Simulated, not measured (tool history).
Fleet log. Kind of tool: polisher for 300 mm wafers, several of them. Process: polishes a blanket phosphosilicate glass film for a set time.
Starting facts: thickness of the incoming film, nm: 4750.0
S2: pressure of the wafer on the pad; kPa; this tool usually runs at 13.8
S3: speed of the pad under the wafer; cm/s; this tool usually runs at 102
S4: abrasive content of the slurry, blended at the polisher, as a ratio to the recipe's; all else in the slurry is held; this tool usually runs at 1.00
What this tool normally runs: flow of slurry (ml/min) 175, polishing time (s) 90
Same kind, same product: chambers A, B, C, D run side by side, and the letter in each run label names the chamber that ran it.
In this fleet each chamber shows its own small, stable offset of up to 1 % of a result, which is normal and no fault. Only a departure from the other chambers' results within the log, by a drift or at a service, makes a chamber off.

At hour 6.0: chamber D: worn pad replaced by a new one.
Run 1A, hour 8.5: usual settings. Result: film removed (nm) 419.97.
Run 2B, hour 18.2: usual settings. Result: film removed (nm) 428.61.
At hour 21.5: chamber B: slurry blender recalibrated.
Run 3C, hour 27.6: usual settings. Result: film removed (nm) 415.40.
At hour 29.6: chamber C: worn pad replaced by a new one.
Run 4D, hour 39.7: usual settings. Result: film removed (nm) 411.58.
At hour 46.0: chamber B: worn pad replaced by a new one.
Run 5C, hour 48.3: usual settings. Result: film removed (nm) 398.99.
At hour 55.4: chamber B: slurry nozzle cleaned.
At hour 59.3: chamber A: worn pad replaced by a new one.
Run 6B, hour 61.0: usual settings. Result: film removed (nm) 414.55.
At hour 70.0: chamber D: worn pad replaced by a new one.
Run 7D, hour 72.1: usual settings. Result: film removed (nm) 411.94.
Run 8A, hour 79.8: usual settings. Result: film removed (nm) 409.83.
Run 9B, hour 85.9: usual settings. Result: film removed (nm) 410.63.
At hour 89.9: chamber C: conditioning disc replaced and pad reconditioned.
Run 10A, hour 94.5: usual settings but S2 16.5 kPa, S4 1.15. Result: film removed (nm) 534.47.
At hour 97.6: chamber D: slurry blender recalibrated.
Run 11D, hour 104.8: usual settings but S2 16.5 kPa, S4 1.15. Result: film removed (nm) 523.45.
Run 12C, hour 112.1: usual settings but S2 16.5 kPa, S4 1.15. Result: film removed (nm) 529.62.
At hour 116.7: chamber D: slurry nozzle cleaned.
Run 13D, hour 121.2: usual settings but S2 16.5 kPa, S4 1.15. Result: film removed (nm) 531.33.
At hour 121.3: chamber A: slurry blender recalibrated.
At hour 126.8: chamber D: worn pad replaced by a new one.
At hour 130.0: chamber B: worn pad replaced by a new one.
Run 14A, hour 132.0: usual settings. Result: film removed (nm) 416.32.
At hour 136.9: chamber C: worn pad replaced by a new one.
Run 15C, hour 137.8: usual settings but S4 1.20. Result: film removed (nm) 440.67.
Run 16B, hour 150.2: usual settings but S4 1.20. Result: film removed (nm) 448.41.
Run 17B, hour 163.0: usual settings but S4 1.20. Result: film removed (nm) 448.20.
Run 18C, hour 170.1: usual settings but S4 1.20. Result: film removed (nm) 449.21.
Run 19D, hour 177.9: usual settings. Result: film removed (nm) 415.29.
At hour 182.4: chamber A: worn pad replaced by a new one.
Run 20A, hour 186.3: usual settings. Result: film removed (nm) 415.73.
At hour 195.2: chamber B: slurry blender recalibrated.
Run 21D, hour 197.3: usual settings. Result: film removed (nm) 414.26.
At hour 198.3: chamber D: worn pad replaced by a new one.
At hour 202.0: chamber B: conditioning disc replaced and pad reconditioned.
At hour 202.9: chamber B: worn pad replaced by a new one.
At hour 204.2: chamber C: slurry blender recalibrated.
Run 22C, hour 206.3: usual settings. Result: film removed (nm) 415.57.
Run 23B, hour 216.5: usual settings. Result: film removed (nm) 423.94.
Run 24A, hour 228.9: usual settings but S2 11.0 kPa, S3 74 cm/s. Result: film removed (nm) 253.61.
At hour 234.9: chamber C: worn pad replaced by a new one.
Run 25C, hour 237.2: usual settings but S2 11.0 kPa, S3 74 cm/s. Result: film removed (nm) 249.09.
Run 26B, hour 244.9: usual settings but S2 11.0 kPa, S3 74 cm/s. Result: film removed (nm) 262.94.
At hour 245.2: chamber D: slurry blender recalibrated.
Run 27D, hour 256.0: usual settings but S2 11.0 kPa, S3 74 cm/s. Result: film removed (nm) 254.80.
Run 28A, hour 264.5: usual settings. Result: film removed (nm) 421.55.
At hour 272.4: chamber D: worn pad replaced by a new one.
Run 29A, hour 273.2: usual settings. Result: film removed (nm) 416.77.
At hour 282.2: chamber B: worn pad replaced by a new one.
Run 30C, hour 285.3: usual settings. Result: film removed (nm) 407.72.
Run 31D, hour 292.0: usual settings. Result: film removed (nm) 407.41.
Run 32B, hour 299.1: usual settings. Result: film removed (nm) 418.23.
Run 33B, hour 306.1: usual settings. Result: film removed (nm) 418.97.
Run 34C, hour 314.4: usual settings. Result: film removed (nm) 409.66.
At hour 318.5: chamber A: worn pad replaced by a new one.
Run 35A, hour 323.1: usual settings. Result: film removed (nm) 418.26.

All chambers now run identical settings, listed one chamber a line with results as question marks. What results will each chamber show?
Run 36A, hour 332.4: usual settings. Result: film removed (nm) ?.
Run 36B, hour 332.4: usual settings. Result: film removed (nm) ?.
Run 36C, hour 332.4: usual settings. Result: film removed (nm) ?.
Run 36D, hour 332.4: usual settings. Result: film removed (nm) ?.

run  film removed (nm)
36A             419.58
36B             422.65
36C             405.97
36D             420.13
